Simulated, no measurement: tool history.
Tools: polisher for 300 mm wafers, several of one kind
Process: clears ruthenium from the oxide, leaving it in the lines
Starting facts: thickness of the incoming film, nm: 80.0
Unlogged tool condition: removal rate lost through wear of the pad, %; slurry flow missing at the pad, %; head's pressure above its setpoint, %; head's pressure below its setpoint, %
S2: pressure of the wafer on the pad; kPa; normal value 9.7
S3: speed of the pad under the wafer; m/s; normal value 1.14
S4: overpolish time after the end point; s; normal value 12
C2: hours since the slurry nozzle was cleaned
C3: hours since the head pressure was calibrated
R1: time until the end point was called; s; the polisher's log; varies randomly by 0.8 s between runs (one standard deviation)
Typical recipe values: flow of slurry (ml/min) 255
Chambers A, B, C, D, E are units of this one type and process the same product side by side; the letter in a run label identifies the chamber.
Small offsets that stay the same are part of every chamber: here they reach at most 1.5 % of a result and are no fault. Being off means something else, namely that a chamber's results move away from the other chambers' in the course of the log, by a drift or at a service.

{"run": "1D", "day": 0.575, "flow of slurry (ml/min)": 255, "S2": 9.7, "S3": 1.14, "S4": 12, "wafers polished on this pad": 251, "C2": 698.6, "C3": 782.5, "R1": 83.558}
{"run": "2C", "day": 0.846, "flow of slurry (ml/min)": 255, "S2": 9.7, "S3": 1.14, "S4": 12, "wafers polished on this pad": 495, "C2": 39.5, "C3": 824.8, "R1": 85.229}
{"run": "3B", "day": 1.217, "flow of slurry (ml/min)": 255, "S2": 9.7, "S3": 1.14, "S4": 12, "wafers polished on this pad": 559, "C2": 163.2, "C3": 133.8, "R1": 86.117}
{"run": "4A", "day": 1.712, "flow of slurry (ml/min)": 255, "S2": 9.7, "S3": 1.14, "S4": 12, "wafers polished on this pad": 556, "C2": 212.3, "C3": 310.7, "R1": 83.639}
{"run": "5E", "day": 2.083, "flow of slurry (ml/min)": 255, "S2": 7.6, "S3": 0.76, "S4": 12, "wafers polished on this pad": 769, "C2": 207.5, "C3": 494.3, "R1": 164.93}
{"day": 2.392, "done": "chamber B: worn pad replaced by a new one"}
{"run": "6D", "day": 2.583, "flow of slurry (ml/min)": 255, "S2": 7.6, "S3": 0.76, "S4": 12, "wafers polished on this pad": 619, "C2": 746.8, "C3": 830.7, "R1": 164.63}
{"run": "7A", "day": 3.117, "flow of slurry (ml/min)": 255, "S2": 7.6, "S3": 0.76, "S4": 12, "wafers polished on this pad": 814, "C2": 246.0, "C3": 344.4, "R1": 161.1}
{"day": 3.479, "done": "chamber E: slurry nozzle cleaned"}
{"run": "8C", "day": 3.525, "flow of slurry (ml/min)": 255, "S2": 7.6, "S3": 0.76, "S4": 12, "wafers polished on this pad": 986, "C2": 103.8, "C3": 889.1, "R1": 162.99}
{"day": 3.546, "done": "chamber D: worn pad replaced by a new one"}
{"day": 3.792, "done": "chamber C: worn pad replaced by a new one"}
{"run": "9B", "day": 4.021, "flow of slurry (ml/min)": 255, "S2": 7.6, "S3": 0.76, "S4": 12, "wafers polished on this pad": 299, "C2": 230.5, "C3": 201.1, "R1": 161.58}
{"run": "10E", "day": 4.346, "flow of slurry (ml/min)": 255, "S2": 9.7, "S3": 1.14, "S4": 17, "wafers polished on this pad": 1184, "C2": 20.8, "C3": 548.6, "R1": 85.244}
{"day": 4.362, "done": "chamber A: worn pad replaced by a new one"}
{"day": 4.429, "done": "chamber E: head pressure recalibrated"}
{"run": "11D", "day": 4.812, "flow of slurry (ml/min)": 255, "S2": 9.7, "S3": 1.14, "S4": 17, "wafers polished on this pad": 233, "C2": 800.3, "C3": 884.2, "R1": 82.929}
{"run": "12C", "day": 5.308, "flow of slurry (ml/min)": 255, "S2": 9.7, "S3": 1.14, "S4": 17, "wafers polished on this pad": 278, "C2": 146.6, "C3": 931.9, "R1": 86.356}
{"run": "13B", "day": 5.583, "flow of slurry (ml/min)": 255, "S2": 9.7, "S3": 1.14, "S4": 17, "wafers polished on this pad": 585, "C2": 268.0, "C3": 238.6, "R1": 85.784}
{"day": 5.629, "done": "chamber E: worn pad replaced by a new one"}
{"run": "14A", "day": 5.85, "flow of slurry (ml/min)": 255, "S2": 9.7, "S3": 1.14, "S4": 17, "wafers polished on this pad": 273, "C2": 311.6, "C3": 410.0, "R1": 84.866}
{"day": 6.062, "done": "chamber D: slurry nozzle cleaned"}
{"day": 6.088, "done": "chamber B: worn pad replaced by a new one"}
{"run": "15E", "day": 6.379, "flow of slurry (ml/min)": 170, "S2": 9.7, "S3": 1.14, "S4": 15, "wafers polished on this pad": 137, "C2": 69.6, "C3": 46.8, "R1": 89.531}
{"run": "16B", "day": 6.696, "flow of slurry (ml/min)": 170, "S2": 9.7, "S3": 1.14, "S4": 15, "wafers polished on this pad": 111, "C2": 294.7, "C3": 265.3, "R1": 88.752}
{"run": "17C", "day": 7.233, "flow of slurry (ml/min)": 170, "S2": 9.7, "S3": 1.14, "S4": 15, "wafers polished on this pad": 632, "C2": 192.8, "C3": 978.1, "R1": 91.83}
{"run": "18A", "day": 7.775, "flow of slurry (ml/min)": 170, "S2": 9.7, "S3": 1.14, "S4": 15, "wafers polished on this pad": 626, "C2": 357.8, "C3": 456.2, "R1": 90.024}
{"day": 8.229, "done": "chamber D: worn pad replaced by a new one"}
{"run": "19D", "day": 8.329, "flow of slurry (ml/min)": 170, "S2": 9.7, "S3": 1.14, "S4": 15, "wafers polished on this pad": 18, "C2": 54.5, "C3": 968.6, "R1": 90.279}
{"run": "20E", "day": 8.671, "flow of slurry (ml/min)": 255, "S2": 9.7, "S3": 1.14, "S4": 12, "wafers polished on this pad": 558, "C2": 124.6, "C3": 101.8, "R1": 83.936}
{"run": "21A", "day": 9.238, "flow of slurry (ml/min)": 255, "S2": 9.7, "S3": 1.14, "S4": 12, "wafers polished on this pad": 894, "C2": 392.9, "C3": 491.3, "R1": 84.367}
{"day": 9.412, "done": "chamber C: head pressure recalibrated"}
{"run": "22B", "day": 9.638, "flow of slurry (ml/min)": 255, "S2": 9.7, "S3": 1.14, "S4": 15, "wafers polished on this pad": 651, "C2": 365.3, "C3": 335.9, "R1": 85.083}
{"day": 9.858, "done": "chamber C: worn pad replaced by a new one"}
{"run": "23D", "day": 9.929, "flow of slurry (ml/min)": 255, "S2": 9.7, "S3": 1.14, "S4": 15, "wafers polished on this pad": 312, "C2": 92.9, "C3": 1007.0, "R1": 84.14}
{"day": 10.175, "done": "chamber B: worn pad replaced by a new one"}
{"run": "24C", "day": 10.367, "flow of slurry (ml/min)": 255, "S2": 9.7, "S3": 1.14, "S4": 15, "wafers polished on this pad": 93, "C2": 268.0, "C3": 23.0, "R1": 79.244}
{"day": 10.371, "done": "chamber A: worn pad replaced by a new one"}
{"day": 10.629, "done": "chamber B: head pressure recalibrated"}
{"run": "25E", "day": 10.817, "flow of slurry (ml/min)": 255, "S2": 9.7, "S3": 1.14, "S4": 15, "wafers polished on this pad": 951, "C2": 176.1, "C3": 153.3, "R1": 84.108}
{"day": 11.225, "done": "chamber E: slurry nozzle cleaned"}
{"run": "26A", "day": 11.321, "flow of slurry (ml/min)": 255, "S2": 9.7, "S3": 1.14, "S4": 15, "wafers polished on this pad": 174, "C2": 442.9, "C3": 541.3, "R1": 86.038}
{"run": "27C", "day": 11.662, "flow of slurry (ml/min)": 255, "S2": 9.7, "S3": 1.14, "S4": 12, "wafers polished on this pad": 331, "C2": 299.1, "C3": 54.1, "R1": 78.917}
{"run": "28D", "day": 12.092, "flow of slurry (ml/min)": 295, "S2": 9.7, "S3": 1.14, "S4": 12, "wafers polished on this pad": 708, "C2": 144.8, "C3": 1058.9, "R1": 83.048}
{"day": 12.242, "done": "chamber E: worn pad replaced by a new one"}
{"day": 12.296, "done": "chamber D: worn pad replaced by a new one"}
{"run": "29E", "day": 12.629, "flow of slurry (ml/min)": 295, "S2": 9.7, "S3": 1.14, "S4": 12, "wafers polished on this pad": 71, "C2": 33.7, "C3": 196.8, "R1": 83.102}
{"run": "30B", "day": 12.912, "flow of slurry (ml/min)": 295, "S2": 9.7, "S3": 1.14, "S4": 12, "wafers polished on this pad": 502, "C2": 443.9, "C3": 54.9, "R1": 84.829}
{"day": 13.225, "done": "chamber B: slurry nozzle cleaned"}
{"run": "31B", "day": 13.262, "flow of slurry (ml/min)": 295, "S2": 9.7, "S3": 1.14, "S4": 12, "wafers polished on this pad": 566, "C2": 1.0, "C3": 63.3, "R1": 83.168}
{"run": "32C", "day": 13.596, "flow of slurry (ml/min)": 295, "S2": 9.7, "S3": 1.14, "S4": 12, "wafers polished on this pad": 686, "C2": 345.5, "C3": 100.5, "R1": 78.794}
{"run": "33E", "day": 13.912, "flow of slurry (ml/min)": 255, "S2": 9.7, "S3": 1.14, "S4": 12, "wafers polished on this pad": 306, "C2": 64.5, "C3": 227.6, "R1": 83.028}
{"run": "34A", "day": 14.279, "flow of slurry (ml/min)": 255, "S2": 9.7, "S3": 1.14, "S4": 12, "wafers polished on this pad": 717, "C2": 513.9, "C3": 612.3, "R1": 85.492}
{"run": "35D", "day": 14.604, "flow of slurry (ml/min)": 315, "S2": 9.7, "S3": 1.14, "S4": 12, "wafers polished on this pad": 424, "C2": 205.1, "C3": 1119.2, "R1": 81.981}
{"run": "36D", "day": 15.167, "flow of slurry (ml/min)": 315, "S2": 9.7, "S3": 1.14, "S4": 12, "wafers polished on this pad": 527, "C2": 218.6, "C3": 1132.7, "R1": 82.345}

One chamber off, gauge drift, or nothing amiss beyond the chambers' own small offsets? If it is a chamber, which one, and what is the likeliest cause?

A service on chamber C put it out of line with the rest.
Most likely cause: head's pressure above its setpoint, % = 8.06.

Below are 4 candidate recipes for chamber C's next run, each the usual settings with a change, their results shown as question marks. Which of them brings C's results back in line with what the other chambers give on the usual settings?
To be in line, a result may differ from the other chambers' mean on the usual settings by at most: R1 2.800 s
{"run": "37C-1", "day": 15.583, "flow of slurry (ml/min)": 255, "S2": 9.7, "S3": 1.28, "S4": 12, "R1": "?"}
{"run": "37C-2", "day": 15.583, "flow of slurry (ml/min)": 255, "S2": 9.7, "S3": 1.0, "S4": 12, "R1": "?"}
{"run": "37C-3", "day": 15.583, "flow of slurry (ml/min)": 155, "S2": 9.7, "S3": 1.14, "S4": 12, "R1": "?"}
{"run": "37C-4", "day": 15.583, "flow of slurry (ml/min)": 255, "S2": 10.3, "S3": 1.14, "S4": 12, "R1": "?"}

Usual-settings mean across the other chambers: R1 84.346 s
run=37C-1 R1=70.378
run=37C-2 R1=90.209
run=37C-3 R1=84.533
run=37C-4 R1=73.776
With 37C-3, the chamber falls back in line with the rest.
